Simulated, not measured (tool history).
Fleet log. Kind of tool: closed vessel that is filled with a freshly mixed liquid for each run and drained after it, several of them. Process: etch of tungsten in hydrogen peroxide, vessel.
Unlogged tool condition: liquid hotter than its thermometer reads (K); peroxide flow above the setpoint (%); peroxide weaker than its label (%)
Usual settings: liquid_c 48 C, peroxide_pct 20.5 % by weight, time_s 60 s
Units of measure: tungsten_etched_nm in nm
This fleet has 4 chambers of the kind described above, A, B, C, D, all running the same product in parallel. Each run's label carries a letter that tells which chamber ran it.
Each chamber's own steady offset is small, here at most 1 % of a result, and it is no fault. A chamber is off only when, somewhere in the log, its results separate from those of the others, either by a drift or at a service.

run	day	liquid_c	peroxide_pct	time_s	hours since the thermometer was replaced	hours since the peroxide flow meter was replaced	hours since the drum of peroxide was connected	read-back film thickness of the tungsten reference wafer, read on the same gauge (nm)	tungsten_etched_nm
1A	0.175	48	20.5	60	357.5	1515	327	69.998	94.984
2B	0.375	48	20.5	60	613.2	950.3	628.4	70.012	94.122
3C	0.496	48	20.5	60	928.6	848.1	1060.8	70.025	95.156
4D	0.638	48	20.5	60	1009	200.6	29.5	70.02	95.485
5D	0.879	48	20.5	60	1014.8	206.4	35.3	69.961	95.453
6A	1.042	48	25	80	378.3	1535.8	347.8	70.008	139.77
7B	1.208	48	25	80	633.2	970.3	648.4	70.023	138.6
8C	1.379	48	25	80	949.8	869.3	1082	69.996	139.58
9B	1.604	48	25	80	642.7	979.8	657.9	69.989	138.4
10D	1.779	51.5	25.5	60	1036.4	228	56.9	70.01	131.46
11C	1.908	51.5	25.5	60	962.5	882	1094.7	69.98	131.54
12A	2.025	51.5	25.5	60	401.9	1559.4	371.4	70.022	131.75
# day 2.138: chamber B: new drum of peroxide connected
13B	2.288	51.5	25.5	60	659.1	996.2	3.6	70.003	131.17
14D	2.508	48	20.5	60	1053.9	245.5	74.4	69.998	95.205
15C	2.75	48	20.5	60	982.7	902.2	1114.9	69.997	95.254
16A	2.9	48	18	60	422.9	1580.4	392.4	70.011	88.279
17D	3.112	48	18	60	1068.4	260	88.9	70.012	89.566
18B	3.304	48	18	60	683.5	1020.6	28	70.008	88.5
19A	3.488	48	18	60	437	1594.5	406.5	70.013	89.575
# day 3.592: chamber C: peroxide flow meter replaced
20C	3.638	48	20.5	60	1004	1.1	1136.2	70.015	95.893
21B	3.821	48	20.5	30	695.9	1033	40.4	70.012	46.908
22A	3.967	48	20.5	30	448.5	1606	418	69.997	47.761
23D	4.092	48	20.5	30	1091.9	283.5	112.4	69.99	47.518
24C	4.242	48	20.5	30	1018.5	15.6	1150.7	70.019	47.909
25D	4.454	48	20.5	60	1100.6	292.2	121.1	69.987	94.998
26B	4.592	48	20.5	60	714.4	1051.5	58.9	69.977	94.821
# day 4.638: chamber C: new drum of peroxide connected
27C	4.838	48	20.5	60	1032.8	29.9	4.8	70.007	95.541
28A	5.025	48	20.5	60	473.9	1631.4	443.4	70.017	95.489
29B	5.288	48	20.5	60	731.1	1068.2	75.6	70.016	94.561
30D	5.508	38.5	25	60	1125.9	317.5	146.4	70.01	57.756
31C	5.754	38.5	25	60	1054.8	51.9	26.8	70.005	58.445
32A	5.925	38.5	25	60	495.5	1653	465	69.976	56.808
33A	6.146	38.5	25	60	500.8	1658.3	470.3	69.99	57.102
34B	6.4	48	20.5	60	757.8	1094.9	102.3	69.996	94.369
35D	6.6	52	20.5	60	1152.1	343.7	172.6	70.016	120.87
36C	6.717	52	20.5	60	1077.9	75	49.9	70.01	124.22
37C	6.967	52	20.5	60	1083.9	81	55.9	70.02	124.66
38B	7.212	52	20.5	60	777.3	1114.4	121.8	69.994	119.75
39A	7.338	48	20.5	60	529.4	1686.9	498.9	69.967	95.12
40D	7.517	48	20.5	80	1174.1	365.7	194.6	70.004	126.36
41D	7.638	48	20.5	80	1177	368.6	197.5	69.988	126.89
42B	7.817	48	20.5	80	791.8	1128.9	136.3	69.986	126.07

Has any chamber moved away from the others, gradually or after a service, or does the common gauge drift, or do the chambers differ only by their own small steady offsets? State the chamber and the most likely cause if one applies.

One chamber, C, drifts off from the rest bit by bit.
What lies behind it: liquid hotter than its thermometer reads (K) = 0.564.

Here are 4 candidates for chamber C's next run, each the usual settings with a change, their results left as question marks. Which one brings its results back in line with what the others give on the usual settings?
A result is in line if it is within this distance of the other chambers' mean on the usual settings: tungsten_etched_nm 1.2 nm
43C-1	8.008	49	20.5	60					?
43C-2	8.008	48.5	20.5	60					?
43C-3	8.008	47.5	20.5	60					?
43C-4	8.008	47	20.5	60					?

What the other chambers average on the usual settings: tungsten_etched_nm 94.864 nm
run	tungsten_etched_nm
43C-1	104.38
43C-2	101.23
43C-3	95.116
43C-4	92.215
The right change is 43C-3: it brings the chamber back within the allowed miss of the others.
